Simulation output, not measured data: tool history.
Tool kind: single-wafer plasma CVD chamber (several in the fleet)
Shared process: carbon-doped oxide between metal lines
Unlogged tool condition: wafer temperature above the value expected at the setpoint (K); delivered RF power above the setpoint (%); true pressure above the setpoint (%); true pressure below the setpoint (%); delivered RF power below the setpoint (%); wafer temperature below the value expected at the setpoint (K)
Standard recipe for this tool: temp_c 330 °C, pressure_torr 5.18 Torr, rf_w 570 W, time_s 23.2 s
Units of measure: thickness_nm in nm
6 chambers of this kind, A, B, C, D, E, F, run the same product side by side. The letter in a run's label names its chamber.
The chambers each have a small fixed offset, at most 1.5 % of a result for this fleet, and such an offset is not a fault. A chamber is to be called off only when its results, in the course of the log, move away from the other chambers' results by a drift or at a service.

run	hour	temp_c	pressure_torr	rf_w	time_s	hours since the last thermocouple change	hours since the last RF generator calibration	hours since the last manometer calibration	read-back reference wafer on the same gauge, thickness_nm	thickness_nm
1E	4.5	330	5.18	570	23.2	3022.6	510.3	862.6	133.92	137.98
2F	10.2	330	5.18	570	23.2	299.6	684.9	441.3	134.02	139.19
3A	14.4	330	5.18	570	23.2	1566.8	857.6	971.5	133.97	137.78
4B	20.5	330	5.18	570	23.2	168.2	70.1	591.6	134.01	140.14
5C	25.3	330	5.18	570	23.2	693	608.5	62.4	133.97	137.98
6D	30.7	330	5.18	570	23.2	1578.2	616.9	361	133.95	137.83
7D	35.2	330	5.18	570	23.2	1582.7	621.4	365.5	134.01	137.63
8A	40.8	330	5.18	570	23.2	1593.2	884	997.9	133.98	137.34
9F	45.3	340	5.18	570	23.2	334.7	720	476.4	133.95	134.27
10C	48.8	340	5.18	570	23.2	716.5	632	85.9	133.96	134.01
11B	51.8	340	5.18	570	23.2	199.5	101.4	622.9	133.92	134.64
12E	59	340	5.18	570	23.2	3077.1	564.8	917.1	134.03	133.68
13F	64.7	340	5.18	570	23.2	354.1	739.4	495.8	134.03	134.51
14D	71	340	5.18	570	23.2	1618.5	657.2	401.3	134.03	132.87
15E	75.2	330	5.81	570	23.2	3093.3	581	933.3	134.01	139.7
# hour 76: chamber A: capacitance manometer re-zeroed and calibrated
16C	78.3	330	5.81	570	23.2	746	661.5	115.4	134.01	140.15
17A	82.7	330	5.81	570	23.2	1635.1	925.9	6.7	134.07	139.08
18B	86.4	330	5.81	570	23.2	234.1	136	657.5	133.96	142.52
19F	92	330	5.81	570	23.2	381.4	766.7	523.1	134	141
20B	96.8	330	5.81	570	23.2	244.5	146.4	667.9	133.97	141.58
21E	103.3	330	5.18	570	23.2	3121.4	609.1	961.4	133.93	137.57
22A	109.6	330	5.18	570	23.2	1662	952.8	33.6	133.89	137.75
23D	113.2	330	5.18	570	23.2	1660.7	699.4	443.5	133.94	138.47
24C	117.9	330	5.18	570	23.2	785.6	701.1	155	134.14	137.55
25D	124.4	330	5.18	635	19.2	1671.9	710.6	454.7	134.05	121.68
26E	130	330	5.18	635	19.2	3148.1	635.8	988.1	134.05	122.39
27C	137.1	330	5.18	635	19.2	804.8	720.3	174.2	133.94	122.84
28A	143.3	330	5.18	635	19.2	1695.7	986.5	67.3	133.99	121.46
29B	149.2	330	5.18	635	19.2	296.9	198.8	720.3	134.04	123.33
30F	153.7	330	5.18	635	19.2	443.1	828.4	584.8	134.02	122.7
31C	157.9	330	5.18	570	23.2	825.6	741.1	195	134.02	138.23
32F	163.3	330	5.18	570	23.2	452.7	838	594.4	133.94	138.77
33A	167.7	330	5.18	570	23.2	1720.1	1010.9	91.7	134.11	137.82
# hour 171.1: chamber E: thermocouple changed; heater temperature recalibrated
34E	172.8	330	5.18	570	23.2	1.8	678.6	1030.9	133.96	137.66
35D	176.1	330	5.18	570	23.2	1723.6	762.3	506.4	133.93	137.72
# hour 177.1: chamber F: RF generator calibrated
36B	183.2	330	5.18	570	23.2	330.9	232.8	754.3	133.98	139.46
37F	186.8	319	5.18	570	23.2	476.2	9.8	617.9	134.02	144.25
38D	191	319	5.18	570	23.2	1738.5	777.2	521.3	133.95	143.63
39A	195.6	319	5.18	570	23.2	1748	1038.8	119.6	133.91	143.77

Does one chamber stand apart from the rest, does the shared gauge drift, or is all well apart from small per-chamber offsets? Give the chamber and the most likely cause, where there is one.

Beyond each chamber's small constant offset nothing stands out, and the gauge stays steady.

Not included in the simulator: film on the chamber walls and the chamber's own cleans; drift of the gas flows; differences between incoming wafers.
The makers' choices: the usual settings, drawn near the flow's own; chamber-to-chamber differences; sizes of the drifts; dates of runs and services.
